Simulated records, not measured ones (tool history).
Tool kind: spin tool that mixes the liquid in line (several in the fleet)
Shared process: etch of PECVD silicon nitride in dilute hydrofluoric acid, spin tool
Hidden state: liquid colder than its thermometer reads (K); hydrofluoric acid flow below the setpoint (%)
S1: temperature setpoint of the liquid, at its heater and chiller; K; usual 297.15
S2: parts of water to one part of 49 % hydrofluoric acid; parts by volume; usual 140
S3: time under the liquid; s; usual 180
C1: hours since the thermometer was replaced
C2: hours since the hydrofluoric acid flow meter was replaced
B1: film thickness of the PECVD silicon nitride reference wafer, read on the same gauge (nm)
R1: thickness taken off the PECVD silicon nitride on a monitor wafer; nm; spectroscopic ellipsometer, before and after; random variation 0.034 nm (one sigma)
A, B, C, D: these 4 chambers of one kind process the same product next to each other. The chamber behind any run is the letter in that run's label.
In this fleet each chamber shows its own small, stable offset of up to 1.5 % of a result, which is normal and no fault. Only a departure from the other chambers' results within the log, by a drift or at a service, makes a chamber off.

Run 1A, hour 7.4: usual settings; C1 260; C2 1910.2; B1 150. Result: R1 6.2459 nm.
Run 2C, hour 16.6: usual settings; C1 147.1; C2 978.1; B1 149.98. Result: R1 6.248 nm.
Run 3B, hour 24.5: usual settings; C1 1302.4; C2 686.4; B1 150.03. Result: R1 6.1826 nm.
At hour 35.2: chamber C: hydrofluoric acid flow meter replaced.
Run 4D, hour 37.3: usual settings; C1 859.7; C2 450; B1 150.04. Result: R1 6.1801 nm.
Run 5C, hour 53: usual settings but S2 205 parts by volume, S3 95 s; C1 183.5; C2 17.9; B1 149.99. Result: R1 2.2731 nm.
Run 6D, hour 65.9: usual settings but S2 205 parts by volume, S3 95 s; C1 888.3; C2 478.6; B1 149.98. Result: R1 2.2256 nm.
Run 7B, hour 75.4: usual settings but S2 205 parts by volume, S3 95 s; C1 1353.3; C2 737.3; B1 150.03. Result: R1 2.2425 nm.
Run 8A, hour 89.4: usual settings but S2 205 parts by volume, S3 95 s; C1 342; C2 1992.2; B1 150.03. Result: R1 2.2762 nm.
Run 9A, hour 102.4: usual settings; C1 355; C2 2005.2; B1 150. Result: R1 6.2769 nm.
Run 10D, hour 115.1: usual settings; C1 937.5; C2 527.8; B1 150. Result: R1 6.017 nm.
At hour 116: chamber D: hydrofluoric acid flow meter replaced.
Run 11B, hour 130.1: usual settings but S1 294.65 K, S3 270 s; C1 1408; C2 792; B1 149.99. Result: R1 7.9032 nm.
Run 12C, hour 143.1: usual settings but S1 294.65 K, S3 270 s; C1 273.6; C2 108; B1 149.99. Result: R1 7.8992 nm.
Run 13A, hour 150.5: usual settings but S1 294.65 K, S3 270 s; C1 403.1; C2 2053.3; B1 149.97. Result: R1 7.9487 nm.
Run 14B, hour 160.9: usual settings but S1 294.65 K, S3 270 s; C1 1438.8; C2 822.8; B1 150.01. Result: R1 7.869 nm.
At hour 164.4: chamber B: hydrofluoric acid flow meter replaced.
Run 15D, hour 173: usual settings; C1 995.4; C2 57.1; B1 150. Result: R1 5.9761 nm.
Run 16C, hour 181.2: usual settings; C1 311.7; C2 146.1; B1 150.01. Result: R1 6.2065 nm.
Run 17B, hour 195.1: usual settings but S2 75 parts by volume; C1 1473; C2 30.8; B1 150.01. Result: R1 11.457 nm.
Run 18A, hour 204.9: usual settings but S2 75 parts by volume; C1 457.5; C2 2107.7; B1 150. Result: R1 11.396 nm.
Run 19D, hour 217.1: usual settings but S2 75 parts by volume; C1 1039.5; C2 101.2; B1 150.01. Result: R1 10.982 nm.
Run 20C, hour 226.5: usual settings but S2 75 parts by volume; C1 357; C2 191.4; B1 149.99. Result: R1 11.528 nm.
Run 21A, hour 236.5: usual settings; C1 489.1; C2 2139.3; B1 150.01. Result: R1 6.2503 nm.
Run 22B, hour 246: usual settings; C1 1523.9; C2 81.7; B1 150.01. Result: R1 6.1574 nm.
Run 23C, hour 254.7: usual settings; C1 385.2; C2 219.6; B1 149.99. Result: R1 6.2232 nm.
Run 24D, hour 270: usual settings; C1 1092.4; C2 154.1; B1 150.02. Result: R1 5.8946 nm.
Run 25C, hour 282.3: usual settings; C1 412.8; C2 247.2; B1 150. Result: R1 6.2437 nm.
Run 26A, hour 296.6: usual settings but S1 300.15 K, S3 270 s; C1 549.2; C2 2199.4; B1 150.03. Result: R1 11.185 nm.
Run 27B, hour 307.3: usual settings but S1 300.15 K, S3 270 s; C1 1585.2; C2 143; B1 149.97. Result: R1 11.257 nm.
Run 28D, hour 318.4: usual settings but S1 300.15 K, S3 270 s; C1 1140.8; C2 202.5; B1 149.99. Result: R1 10.538 nm.
Run 29D, hour 330.3: usual settings but S1 300.15 K, S3 270 s; C1 1152.7; C2 214.4; B1 150.02. Result: R1 10.516 nm.
Run 30B, hour 340.1: usual settings; C1 1618; C2 175.8; B1 149.99. Result: R1 6.1544 nm.
Run 31A, hour 351: usual settings; C1 603.6; C2 2253.8; B1 150.03. Result: R1 6.2946 nm.
Run 32C, hour 362.1: usual settings; C1 492.6; C2 327; B1 150. Result: R1 6.2242 nm.
Run 33A, hour 377.6: usual settings; C1 630.2; C2 2280.4; B1 149.97. Result: R1 6.2445 nm.
Run 34C, hour 387.1: usual settings; C1 517.6; C2 352; B1 150. Result: R1 6.2415 nm.
Run 35B, hour 402.3: usual settings; C1 1680.2; C2 238; B1 149.99. Result: R1 6.1947 nm.

The same settings go to every chamber for the next run, one line per chamber below. Forecast the results for each:
Run 36A, hour 413.9: usual settings but S1 295.65 K. Result: R1 ?.
Run 36B, hour 413.9: usual settings but S1 295.65 K. Result: R1 ?.
Run 36C, hour 413.9: usual settings but S1 295.65 K. Result: R1 ?.
Run 36D, hour 413.9: usual settings but S1 295.65 K. Result: R1 ?.

run      R1
36A  5.6391
36B   5.633
36C  5.6414
36D  5.1709
